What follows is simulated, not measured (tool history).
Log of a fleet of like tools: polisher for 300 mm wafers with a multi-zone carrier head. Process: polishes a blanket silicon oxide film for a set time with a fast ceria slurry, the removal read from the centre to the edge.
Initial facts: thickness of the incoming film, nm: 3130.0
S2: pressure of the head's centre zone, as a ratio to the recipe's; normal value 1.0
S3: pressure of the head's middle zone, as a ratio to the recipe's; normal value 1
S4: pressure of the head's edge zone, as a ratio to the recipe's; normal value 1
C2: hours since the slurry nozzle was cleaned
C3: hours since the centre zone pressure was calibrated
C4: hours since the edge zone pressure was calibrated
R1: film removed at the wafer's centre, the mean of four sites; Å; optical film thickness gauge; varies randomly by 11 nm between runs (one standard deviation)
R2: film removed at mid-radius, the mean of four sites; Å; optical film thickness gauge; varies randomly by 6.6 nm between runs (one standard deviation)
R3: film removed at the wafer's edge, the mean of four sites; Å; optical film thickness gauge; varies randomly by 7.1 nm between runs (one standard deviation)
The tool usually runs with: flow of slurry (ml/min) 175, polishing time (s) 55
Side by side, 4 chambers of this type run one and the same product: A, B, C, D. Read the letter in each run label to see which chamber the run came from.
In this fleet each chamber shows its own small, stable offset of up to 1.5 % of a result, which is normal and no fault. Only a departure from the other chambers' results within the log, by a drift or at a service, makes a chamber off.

{"hour": 4.3, "done": "chamber B: centre zone pressure recalibrated"}
{"run": "1D", "hour": 5.7, "flow of slurry (ml/min)": 175, "S2": 1.0, "S3": 1, "S4": 1, "polishing time (s)": 55, "wafers polished on this pad": 80, "C2": 152.4, "C3": 1176.0, "C4": 466.4, "R1": 7953.9, "R2": 8046.9, "R3": 7951.8}
{"run": "2B", "hour": 11.8, "flow of slurry (ml/min)": 175, "S2": 1.0, "S3": 1, "S4": 1, "polishing time (s)": 55, "wafers polished on this pad": 676, "C2": 600.5, "C3": 7.5, "C4": 751.3, "R1": 7946.1, "R2": 7920.6, "R3": 7881.1}
{"run": "3C", "hour": 17.1, "flow of slurry (ml/min)": 175, "S2": 1.0, "S3": 1, "S4": 1, "polishing time (s)": 55, "wafers polished on this pad": 467, "C2": 646.1, "C3": 115.8, "C4": 589.4, "R1": 7905.1, "R2": 7965.6, "R3": 7836.2}
{"run": "4A", "hour": 25.2, "flow of slurry (ml/min)": 175, "S2": 1.0, "S3": 1, "S4": 1, "polishing time (s)": 55, "wafers polished on this pad": 508, "C2": 389.2, "C3": 764.8, "C4": 532.3, "R1": 7955.4, "R2": 7912.6, "R3": 7812.6}
{"run": "5C", "hour": 31.3, "flow of slurry (ml/min)": 175, "S2": 1.0, "S3": 1, "S4": 1, "polishing time (s)": 55, "wafers polished on this pad": 581, "C2": 660.3, "C3": 130.0, "C4": 603.6, "R1": 7847.0, "R2": 7894.6, "R3": 7877.9}
{"run": "6A", "hour": 39.1, "flow of slurry (ml/min)": 175, "S2": 1.0, "S3": 1, "S4": 1, "polishing time (s)": 55, "wafers polished on this pad": 619, "C2": 403.1, "C3": 778.7, "C4": 546.2, "R1": 7815.0, "R2": 7825.1, "R3": 7833.5}
{"hour": 42.1, "done": "chamber B: worn pad replaced by a new one"}
{"run": "7B", "hour": 48.0, "flow of slurry (ml/min)": 175, "S2": 1.0, "S3": 1, "S4": 1, "polishing time (s)": 55, "wafers polished on this pad": 47, "C2": 636.7, "C3": 43.7, "C4": 787.5, "R1": 8108.4, "R2": 7897.2, "R3": 7867.7}
{"hour": 48.3, "done": "chamber A: worn pad replaced by a new one"}
{"run": "8D", "hour": 57.0, "flow of slurry (ml/min)": 175, "S2": 1.0, "S3": 1, "S4": 1, "polishing time (s)": 55, "wafers polished on this pad": 491, "C2": 203.7, "C3": 1227.3, "C4": 517.7, "R1": 7806.6, "R2": 8039.4, "R3": 7979.6}
{"run": "9A", "hour": 66.5, "flow of slurry (ml/min)": 175, "S2": 1.0, "S3": 1, "S4": 1, "polishing time (s)": 55, "wafers polished on this pad": 146, "C2": 430.5, "C3": 806.1, "C4": 573.6, "R1": 7854.7, "R2": 7692.0, "R3": 7954.0}
{"run": "10B", "hour": 75.5, "flow of slurry (ml/min)": 175, "S2": 1.0, "S3": 1, "S4": 1, "polishing time (s)": 55, "wafers polished on this pad": 267, "C2": 664.2, "C3": 71.2, "C4": 815.0, "R1": 7985.2, "R2": 7941.2, "R3": 7831.0}
{"run": "11C", "hour": 85.1, "flow of slurry (ml/min)": 175, "S2": 1.0, "S3": 1, "S4": 1, "polishing time (s)": 55, "wafers polished on this pad": 1011, "C2": 714.1, "C3": 183.8, "C4": 657.4, "R1": 7655.1, "R2": 7589.2, "R3": 7764.9}
{"run": "12D", "hour": 94.8, "flow of slurry (ml/min)": 175, "S2": 1.0, "S3": 1, "S4": 1, "polishing time (s)": 55, "wafers polished on this pad": 793, "C2": 241.5, "C3": 1265.1, "C4": 555.5, "R1": 7900.3, "R2": 7954.6, "R3": 7893.5}
{"run": "13C", "hour": 104.3, "flow of slurry (ml/min)": 175, "S2": 1.0, "S3": 1, "S4": 1, "polishing time (s)": 55, "wafers polished on this pad": 1164, "C2": 733.3, "C3": 203.0, "C4": 676.6, "R1": 7490.9, "R2": 7830.9, "R3": 7595.3}
{"run": "14A", "hour": 109.9, "flow of slurry (ml/min)": 175, "S2": 1.0, "S3": 1, "S4": 1, "polishing time (s)": 55, "wafers polished on this pad": 493, "C2": 473.9, "C3": 849.5, "C4": 617.0, "R1": 7797.5, "R2": 7767.4, "R3": 7983.9}
{"hour": 116.7, "done": "chamber B: slurry nozzle cleaned"}
{"run": "15D", "hour": 120.2, "flow of slurry (ml/min)": 175, "S2": 1.0, "S3": 1, "S4": 1, "polishing time (s)": 55, "wafers polished on this pad": 996, "C2": 266.9, "C3": 1290.5, "C4": 580.9, "R1": 7822.5, "R2": 8065.3, "R3": 7837.3}
{"run": "16B", "hour": 126.0, "flow of slurry (ml/min)": 175, "S2": 1.0, "S3": 1, "S4": 1, "polishing time (s)": 55, "wafers polished on this pad": 671, "C2": 9.3, "C3": 121.7, "C4": 865.5, "R1": 7900.5, "R2": 7853.2, "R3": 8007.7}
{"hour": 130.5, "done": "chamber D: worn pad replaced by a new one"}
{"run": "17B", "hour": 136.3, "flow of slurry (ml/min)": 175, "S2": 1.0, "S3": 1, "S4": 1, "polishing time (s)": 55, "wafers polished on this pad": 753, "C2": 19.6, "C3": 132.0, "C4": 875.8, "R1": 7977.0, "R2": 7879.0, "R3": 7777.4}
{"hour": 139.2, "done": "chamber B: edge zone pressure recalibrated"}
{"hour": 142.1, "done": "chamber B: worn pad replaced by a new one"}
{"run": "18A", "hour": 147.0, "flow of slurry (ml/min)": 175, "S2": 1.0, "S3": 1, "S4": 1, "polishing time (s)": 55, "wafers polished on this pad": 790, "C2": 511.0, "C3": 886.6, "C4": 654.1, "R1": 7949.1, "R2": 7763.2, "R3": 7857.4}
{"hour": 148.4, "done": "chamber D: slurry nozzle cleaned"}
{"hour": 151.0, "done": "chamber A: worn pad replaced by a new one"}
{"run": "19D", "hour": 152.6, "flow of slurry (ml/min)": 175, "S2": 1.0, "S3": 1, "S4": 1, "polishing time (s)": 55, "wafers polished on this pad": 177, "C2": 4.3, "C3": 1322.9, "C4": 613.3, "R1": 8006.6, "R2": 7965.0, "R3": 7863.6}
{"run": "20C", "hour": 159.6, "flow of slurry (ml/min)": 130, "S2": 0.9, "S3": 1, "S4": 1, "polishing time (s)": 55, "wafers polished on this pad": 1607, "C2": 788.6, "C3": 258.3, "C4": 731.9, "R1": 6227.0, "R2": 7140.0, "R3": 7120.5}
{"run": "21A", "hour": 169.2, "flow of slurry (ml/min)": 130, "S2": 0.9, "S3": 1, "S4": 1, "polishing time (s)": 55, "wafers polished on this pad": 146, "C2": 533.2, "C3": 908.8, "C4": 676.3, "R1": 6466.2, "R2": 7327.6, "R3": 7680.0}
{"hour": 178.8, "done": "chamber C: slurry nozzle cleaned"}
{"run": "22B", "hour": 179.8, "flow of slurry (ml/min)": 130, "S2": 0.9, "S3": 1, "S4": 1, "polishing time (s)": 55, "wafers polished on this pad": 302, "C2": 63.1, "C3": 175.5, "C4": 40.7, "R1": 6665.2, "R2": 7623.4, "R3": 7554.5}
{"hour": 181.3, "done": "chamber A: slurry nozzle cleaned"}
{"run": "23C", "hour": 187.5, "flow of slurry (ml/min)": 130, "S2": 0.9, "S3": 1, "S4": 1, "polishing time (s)": 55, "wafers polished on this pad": 1830, "C2": 8.7, "C3": 286.2, "C4": 759.8, "R1": 6094.3, "R2": 6900.9, "R3": 6977.6}
{"run": "24D", "hour": 194.9, "flow of slurry (ml/min)": 175, "S2": 1.0, "S3": 1, "S4": 1, "polishing time (s)": 38, "wafers polished on this pad": 515, "C2": 46.6, "C3": 1365.2, "C4": 655.6, "R1": 5332.1, "R2": 5499.6, "R3": 5469.6}
{"run": "25B", "hour": 200.1, "flow of slurry (ml/min)": 175, "S2": 1.0, "S3": 1, "S4": 1, "polishing time (s)": 38, "wafers polished on this pad": 464, "C2": 83.4, "C3": 195.8, "C4": 61.0, "R1": 5605.1, "R2": 5514.3, "R3": 5423.1}
{"run": "26D", "hour": 209.0, "flow of slurry (ml/min)": 175, "S2": 1.0, "S3": 1, "S4": 1, "polishing time (s)": 38, "wafers polished on this pad": 628, "C2": 60.7, "C3": 1379.3, "C4": 669.7, "R1": 5388.1, "R2": 5518.6, "R3": 5480.0}
{"run": "27A", "hour": 218.4, "flow of slurry (ml/min)": 175, "S2": 1.0, "S3": 1, "S4": 1, "polishing time (s)": 38, "wafers polished on this pad": 539, "C2": 37.2, "C3": 958.0, "C4": 725.5, "R1": 5493.4, "R2": 5390.1, "R3": 5394.7}

Next, all 4 chambers run the settings below, one line each with question marks for the results. What does each chamber give?
{"run": "28A", "hour": 226.2, "flow of slurry (ml/min)": 175, "S2": 1.0, "S3": 1, "S4": 1, "polishing time (s)": 55, "R1": "?", "R2": "?", "R3": "?"}
{"run": "28B", "hour": 226.2, "flow of slurry (ml/min)": 175, "S2": 1.0, "S3": 1, "S4": 1, "polishing time (s)": 55, "R1": "?", "R2": "?", "R3": "?"}
{"run": "28C", "hour": 226.2, "flow of slurry (ml/min)": 175, "S2": 1.0, "S3": 1, "S4": 1, "polishing time (s)": 55, "R1": "?", "R2": "?", "R3": "?"}
{"run": "28D", "hour": 226.2, "flow of slurry (ml/min)": 175, "S2": 1.0, "S3": 1, "S4": 1, "polishing time (s)": 55, "R1": "?", "R2": "?", "R3": "?"}

run=28A R1=7877.9 R2=7814.8 R3=7807.2
run=28B R1=8039.5 R2=7965.7 R3=7857.0
run=28C R1=7179.3 R2=7178.3 R3=7277.5
run=28D R1=7850.3 R2=8017.6 R3=7952.0

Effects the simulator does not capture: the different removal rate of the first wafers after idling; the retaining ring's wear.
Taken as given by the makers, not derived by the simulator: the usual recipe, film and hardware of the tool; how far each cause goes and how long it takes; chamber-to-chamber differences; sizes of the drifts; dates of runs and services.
